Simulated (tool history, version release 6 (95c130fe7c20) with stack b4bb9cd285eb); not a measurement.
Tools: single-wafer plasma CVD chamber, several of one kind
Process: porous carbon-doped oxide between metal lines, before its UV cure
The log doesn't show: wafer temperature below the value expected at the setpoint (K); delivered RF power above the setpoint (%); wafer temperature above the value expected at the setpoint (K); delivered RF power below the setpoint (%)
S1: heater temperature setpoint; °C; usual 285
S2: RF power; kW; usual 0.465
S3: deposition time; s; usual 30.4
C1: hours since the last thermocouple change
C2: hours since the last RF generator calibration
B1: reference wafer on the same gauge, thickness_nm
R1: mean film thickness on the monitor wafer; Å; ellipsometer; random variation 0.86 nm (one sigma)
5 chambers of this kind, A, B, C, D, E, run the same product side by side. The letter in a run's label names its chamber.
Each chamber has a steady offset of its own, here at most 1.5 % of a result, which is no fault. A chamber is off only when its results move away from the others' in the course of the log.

run,hour,S1,S2,S3,C1,C2,B1,R1
1A,11.1,285,0.465,30.4,686.1,460.8,193.01,1710.5
2B,23.3,285,0.465,30.4,875.4,657.7,193.1,1704.1
# hour 24.3: chamber C: RF generator calibrated
3E,28.7,285,0.465,30.4,767.6,1311.8,192.93,1725.4
4D,34.3,285,0.465,30.4,410.1,344.2,192.79,1702
5C,45.7,285,0.465,30.4,2271.6,21.4,192.89,1680.9
6D,56.6,285,0.465,30.4,432.4,366.5,192.94,1698.4
# hour 60.9: chamber C: thermocouple changed; heater temperature recalibrated
7A,65.9,285,0.465,30.4,740.9,515.6,192.92,1696.7
8E,73.2,285,0.465,30.4,812.1,1356.3,192.75,1749.7
9C,78.6,285,0.465,30.4,17.7,54.3,193.12,1695.8
10B,86,285,0.465,30.4,938.1,720.4,193.04,1698.5
11E,97.9,285,0.465,30.4,836.8,1381,192.88,1738.4
12C,103.7,285,0.55,30.4,42.8,79.4,193.03,1908.2
13B,109.1,285,0.55,30.4,961.2,743.5,192.91,1909
14D,117.8,285,0.55,30.4,493.6,427.7,193,1896.2
15A,127.4,285,0.55,30.4,802.4,577.1,193.18,1906.7
16E,138.9,285,0.55,30.4,877.8,1422,192.91,1955.6
17A,149.1,285,0.465,30.4,824.1,598.8,192.78,1706.9
18B,158.6,274,0.465,30.4,1010.7,793,192.96,1804.8
19C,166.3,274,0.465,30.4,105.4,142,192.68,1826.6
20D,178.3,274,0.465,30.4,554.1,488.2,193.19,1836.1
21B,187.2,274,0.465,30.4,1039.3,821.6,192.96,1796
22C,195.4,274,0.465,30.4,134.5,171.1,193.09,1815.6
23D,205.7,285,0.465,30.4,581.5,515.6,193.37,1711
24A,214,296,0.465,26.4,889,663.7,192.97,1391.6
25E,224.4,296,0.465,26.4,963.3,1507.5,192.95,1422.1
26D,235,296,0.465,26.4,610.8,544.9,193.04,1391.1
27A,247.1,296,0.465,26.4,922.1,696.8,193.06,1381.4
28B,256.2,296,0.465,26.4,1108.3,890.6,192.85,1344.4
29C,265.9,285,0.465,30.4,205,241.6,193.12,1703.4
30E,275.3,285,0.465,30.4,1014.2,1558.4,193.12,1725.6
31D,281.2,285,0.465,30.4,657,591.1,192.83,1697
32A,291.4,291,0.465,35.1,966.4,741.1,192.87,1890.8
33B,298.3,291,0.465,35.1,1150.4,932.7,192.98,1776.2
34C,310.4,291,0.465,35.1,249.5,286.1,193.03,1899.1

What goes on in this fleet: one chamber off, a drifting gauge, or nothing beyond the chambers' own small offsets? Name the chamber and the cause, if any.

Chamber B drifts away from the others.
Cause: delivered RF power below the setpoint (%) = 7.42.

Here are 4 candidates for chamber B's next run, each the usual settings with a change, their results left as question marks. Which one brings its results back in line with what the others give on the usual settings?
In line means no further than this from the other chambers' mean on the usual settings: R1 30 Å
35B-1,319.2,283,0.465,32,,,,?
35B-2,319.2,285,0.445,30.4,,,,?
35B-3,319.2,280,0.465,30.4,,,,?
35B-4,319.2,285,0.465,28.4,,,,?

The other chambers' mean on the usual settings: R1 1709.9 Å
run,R1
35B-1,1713
35B-2,1555
35B-3,1661
35B-4,1506.7
35B-1 brings the chamber back in line.
